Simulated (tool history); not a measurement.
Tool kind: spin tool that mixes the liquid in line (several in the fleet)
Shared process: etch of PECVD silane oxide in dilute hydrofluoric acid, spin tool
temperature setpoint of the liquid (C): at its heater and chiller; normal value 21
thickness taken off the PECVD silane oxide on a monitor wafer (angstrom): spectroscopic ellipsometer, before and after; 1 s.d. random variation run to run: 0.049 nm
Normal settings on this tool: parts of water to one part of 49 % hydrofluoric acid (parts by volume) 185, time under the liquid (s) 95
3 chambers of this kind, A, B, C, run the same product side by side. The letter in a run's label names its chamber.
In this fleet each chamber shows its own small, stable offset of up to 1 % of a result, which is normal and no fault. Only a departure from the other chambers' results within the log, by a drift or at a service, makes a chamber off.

| run | hour | temperature setpoint of the liquid (C) | parts of water to one part of 49 % hydrofluoric acid (parts by volume) | time under the liquid (s) | hours since the thermometer was replaced | hours since the hydrofluoric acid flow meter was replaced | read-back film thickness of the PECVD silane oxide reference wafer, read on the same gauge (nm) | thickness taken off the PECVD silane oxide on a monitor wafer (angstrom) |
|---|---|---|---|---|---|---|---|---|
| 1A | 2.8 | 21 | 185 | 95 | 884.2 | 988.4 | 69.957 | 71.344 |
| 2C | 7.2 | 21 | 185 | 95 | 1445.2 | 895.6 | 70.017 | 71.626 |
| 3B | 11.6 | 21 | 185 | 95 | 696.5 | 856.5 | 69.962 | 70.627 |
| 4C | 15.8 | 21 | 185 | 95 | 1453.8 | 904.2 | 70.003 | 71.006 |
| 5A | 19.1 | 21 | 185 | 95 | 900.5 | 1004.7 | 70.021 | 71.67 |
| 6B | 22.8 | 21 | 185 | 95 | 707.7 | 867.7 | 69.956 | 71.341 |
| 7B | 28.1 | 21 | 185 | 95 | 713 | 873 | 70.01 | 71.001 |
| 8A | 33.2 | 21 | 185 | 95 | 914.6 | 1018.8 | 69.979 | 71.636 |
| 9C | 37.1 | 21 | 185 | 95 | 1475.1 | 925.5 | 70.018 | 70.827 |
| 10C | 41.4 | 21 | 185 | 95 | 1479.4 | 929.8 | 70.046 | 71.221 |
| 11B | 45.2 | 21 | 185 | 95 | 730.1 | 890.1 | 70.023 | 71.799 |
| 12A | 49.1 | 23 | 125 | 95 | 930.5 | 1034.7 | 69.941 | 123.36 |
| 13A | 52.2 | 23 | 125 | 95 | 933.6 | 1037.8 | 70.006 | 124.55 |
| 14B | 56.8 | 23 | 125 | 95 | 741.7 | 901.7 | 70.005 | 120.28 |
| 15C | 59.5 | 21 | 185 | 95 | 1497.5 | 947.9 | 69.972 | 70.879 |
| 16C | 62.3 | 21 | 185 | 95 | 1500.3 | 950.7 | 70.053 | 71.052 |
| 17A | 66 | 21 | 185 | 95 | 947.4 | 1051.6 | 70.025 | 75.466 |
| 18B | 70.7 | 21 | 185 | 95 | 755.6 | 915.6 | 69.971 | 71.355 |
| 19C | 76 | 21 | 185 | 95 | 1514 | 964.4 | 70.04 | 70.596 |
| 20A | 80.1 | 21 | 185 | 95 | 961.5 | 1065.7 | 69.982 | 76.373 |
| 21B | 84.5 | 21 | 185 | 95 | 769.4 | 929.4 | 70.04 | 71.58 |
| 22A | 88.4 | 21 | 185 | 95 | 969.8 | 1074 | 69.985 | 77.975 |

Read the log: is a single chamber off, either drifting away or since a service, is the gauge that measures every chamber drifting, or is nothing wrong beyond small per-chamber offsets? Name any odd chamber and what most likely caused it.

One chamber, A, drifts off from the rest bit by bit.
What lies behind it: liquid hotter than its thermometer reads (K) = 2.54.
It could be hard to tell apart here from: hydrofluoric acid flow above the setpoint (%).

Below are 4 candidate recipes for chamber A's next run, each the usual settings with a change, their results shown as question marks. Which of them brings A's results back in line with what the other chambers give on the usual settings?
In-line tolerance around the mean of the other chambers on the usual settings: thickness taken off the PECVD silane oxide on a monitor wafer (angstrom) 1.7
| 23A-1 | 92.2 | 21 | 195 | 85 |  |  |  | ? |
| 23A-2 | 92.2 | 21 | 200 | 95 |  |  |  | ? |
| 23A-3 | 92.2 | 21 | 185 | 105 |  |  |  | ? |
| 23A-4 | 92.2 | 21 | 175 | 105 |  |  |  | ? |

The mean the other chambers reach with the usual settings: thickness taken off the PECVD silane oxide on a monitor wafer (angstrom) 71.065
| run | thickness taken off the PECVD silane oxide on a monitor wafer (angstrom) |
|---|---|
| 23A-1 | 66.553 |
| 23A-2 | 72.166 |
| 23A-3 | 87.513 |
| 23A-4 | 93.438 |
The right change is 23A-2: it brings the chamber back within the allowed miss of the others.

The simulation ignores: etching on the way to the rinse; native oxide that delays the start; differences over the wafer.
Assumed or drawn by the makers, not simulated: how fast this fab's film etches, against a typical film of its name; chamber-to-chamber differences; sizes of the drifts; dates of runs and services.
